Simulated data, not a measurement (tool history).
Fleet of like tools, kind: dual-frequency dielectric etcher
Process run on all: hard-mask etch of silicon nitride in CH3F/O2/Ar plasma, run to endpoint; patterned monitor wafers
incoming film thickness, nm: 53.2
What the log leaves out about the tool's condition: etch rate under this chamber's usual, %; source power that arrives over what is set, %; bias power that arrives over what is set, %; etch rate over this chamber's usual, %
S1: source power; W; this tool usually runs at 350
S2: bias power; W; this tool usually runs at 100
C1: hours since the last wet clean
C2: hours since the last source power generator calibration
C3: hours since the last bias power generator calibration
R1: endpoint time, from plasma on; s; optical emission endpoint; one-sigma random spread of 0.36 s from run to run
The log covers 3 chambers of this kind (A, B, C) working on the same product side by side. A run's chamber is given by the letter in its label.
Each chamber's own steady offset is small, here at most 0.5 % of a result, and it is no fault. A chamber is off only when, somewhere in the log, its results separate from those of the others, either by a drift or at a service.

Run 1B, hour 3.8: usual settings; C1 245.3; C2 979.2; C3 171.3. Result: R1 72.466 s.
Run 2A, hour 7.2: usual settings; C1 72.4; C2 213.8; C3 2513.8. Result: R1 71.063 s.
Run 3C, hour 13.5: usual settings; C1 222.4; C2 4838.7; C3 1733.3. Result: R1 72.102 s.
Run 4B, hour 17.1: usual settings; C1 258.6; C2 992.5; C3 184.6. Result: R1 71.740 s.
Run 5A, hour 22.1: usual settings; C1 87.3; C2 228.7; C3 2528.7. Result: R1 71.478 s.
Run 6C, hour 26.4: usual settings; C1 235.3; C2 4851.6; C3 1746.2. Result: R1 72.068 s.
Run 7C, hour 32.1: usual settings; C1 241.0; C2 4857.3; C3 1751.9. Result: R1 71.963 s.
Run 8B, hour 38.0: usual settings; C1 279.5; C2 1013.4; C3 205.5. Result: R1 71.517 s.
Run 9A, hour 43.7: usual settings; C1 108.9; C2 250.3; C3 2550.3. Result: R1 72.120 s.
Run 10C, hour 46.8: usual settings but S2 111 W; C1 255.7; C2 4872.0; C3 1766.6. Result: R1 68.435 s.
Run 11B, hour 51.7: usual settings but S2 111 W; C1 293.2; C2 1027.1; C3 219.2. Result: R1 69.117 s.
Run 12A, hour 57.6: usual settings but S2 111 W; C1 122.8; C2 264.2; C3 2564.2. Result: R1 69.093 s.
Run 13C, hour 62.8: usual settings but S1 300 W, S2 85 W; C1 271.7; C2 4888.0; C3 1782.6. Result: R1 80.026 s.
Run 14A, hour 68.6: usual settings but S1 300 W, S2 85 W; C1 133.8; C2 275.2; C3 2575.2. Result: R1 79.829 s.
Run 15B, hour 73.8: usual settings but S1 300 W, S2 85 W; C1 315.3; C2 1049.2; C3 241.3. Result: R1 81.541 s.
Run 16B, hour 77.0: usual settings but S1 410 W, S2 115 W; C1 318.5; C2 1052.4; C3 244.5. Result: R1 64.144 s.
Run 17A, hour 82.5: usual settings but S1 410 W, S2 115 W; C1 147.7; C2 289.1; C3 2589.1. Result: R1 64.340 s.
Run 18C, hour 86.1: usual settings but S1 410 W, S2 115 W; C1 295.0; C2 4911.3; C3 1805.9. Result: R1 63.728 s.
Run 19C, hour 89.8: usual settings; C1 298.7; C2 4915.0; C3 1809.6. Result: R1 70.473 s.
Run 20A, hour 92.8: usual settings; C1 158.0; C2 299.4; C3 2599.4. Result: R1 71.961 s.
Run 21B, hour 97.7: usual settings; C1 339.2; C2 1073.1; C3 265.2. Result: R1 71.629 s.
Run 22B, hour 103.9: usual settings; C1 345.4; C2 1079.3; C3 271.4. Result: R1 72.300 s.
Run 23A, hour 106.7: usual settings; C1 171.9; C2 313.3; C3 2613.3. Result: R1 72.221 s.
Run 24C, hour 111.9: usual settings; C1 320.8; C2 4937.1; C3 1831.7. Result: R1 70.380 s.
Run 25B, hour 115.5: usual settings; C1 357.0; C2 1090.9; C3 283.0. Result: R1 71.517 s.
Run 26C, hour 120.0: usual settings; C1 328.9; C2 4945.2; C3 1839.8. Result: R1 70.457 s.
Run 27A, hour 122.8: usual settings; C1 188.0; C2 329.4; C3 2629.4. Result: R1 71.932 s.
Run 28B, hour 127.2: usual settings; C1 368.7; C2 1102.6; C3 294.7. Result: R1 72.562 s.
Run 29C, hour 132.7: usual settings; C1 341.6; C2 4957.9; C3 1852.5. Result: R1 70.297 s.
Run 30A, hour 138.7: usual settings; C1 203.9; C2 345.3; C3 2645.3. Result: R1 71.453 s.
Run 31C, hour 143.4: usual settings; C1 352.3; C2 4968.6; C3 1863.2. Result: R1 70.116 s.
Run 32B, hour 146.3: usual settings; C1 387.8; C2 1121.7; C3 313.8. Result: R1 71.688 s.
Run 33A, hour 149.0: usual settings but S2 116 W; C1 214.2; C2 355.6; C3 2655.6. Result: R1 67.381 s.
Run 34A, hour 153.1: usual settings but S2 116 W; C1 218.3; C2 359.7; C3 2659.7. Result: R1 67.999 s.
Run 35B, hour 158.6: usual settings but S2 116 W; C1 400.1; C2 1134.0; C3 326.1. Result: R1 68.073 s.
Run 36C, hour 163.7: usual settings; C1 372.6; C2 4988.9; C3 1883.5. Result: R1 68.929 s.
Run 37B, hour 169.8: usual settings; C1 411.3; C2 1145.2; C3 337.3. Result: R1 72.329 s.
Run 38A, hour 176.0: usual settings; C1 241.2; C2 382.6; C3 2682.6. Result: R1 71.286 s.
Run 39C, hour 179.0: usual settings; C1 387.9; C2 5004.2; C3 1898.8. Result: R1 69.948 s.
Run 40A, hour 183.9: usual settings; C1 249.1; C2 390.5; C3 2690.5. Result: R1 71.967 s.
Run 41C, hour 188.9: usual settings but S1 380 W; C1 397.8; C2 5014.1; C3 1908.7. Result: R1 67.325 s.
Run 42B, hour 193.9: usual settings but S1 380 W; C1 435.4; C2 1169.3; C3 361.4. Result: R1 69.996 s.

Read the log: is a single chamber off, either drifting away or since a service, is the gauge that measures every chamber drifting, or is nothing wrong beyond small per-chamber offsets? Name any odd chamber and what most likely caused it.

Little by little, chamber C moves away from the other chambers.
Likeliest cause: etch rate over this chamber's usual, % = 3.83.

Which of the 4 candidates below, each the usual settings with something changed and its results left as question marks, puts chamber C back in line with what the other chambers give on the usual settings?
In line means no further than this from the other chambers' mean on the usual settings: R1 1.300 s
Run 43C-1, hour 198.4: usual settings but S1 330 W, S2 95 W. Result: R1 ?.
Run 43C-2, hour 198.4: usual settings but S1 370 W, S2 105 W. Result: R1 ?.
Run 43C-3, hour 198.4: usual settings but S1 390 W, S2 110 W. Result: R1 ?.
Run 43C-4, hour 198.4: usual settings but S1 280 W. Result: R1 ?.

Usual-settings mean across the other chambers: R1 71.833 s
  run      R1
43C-1  71.944
43C-2  66.414
43C-3  64.000
43C-4  75.094
The right change is 43C-1: it brings the chamber back within the allowed miss of the others.

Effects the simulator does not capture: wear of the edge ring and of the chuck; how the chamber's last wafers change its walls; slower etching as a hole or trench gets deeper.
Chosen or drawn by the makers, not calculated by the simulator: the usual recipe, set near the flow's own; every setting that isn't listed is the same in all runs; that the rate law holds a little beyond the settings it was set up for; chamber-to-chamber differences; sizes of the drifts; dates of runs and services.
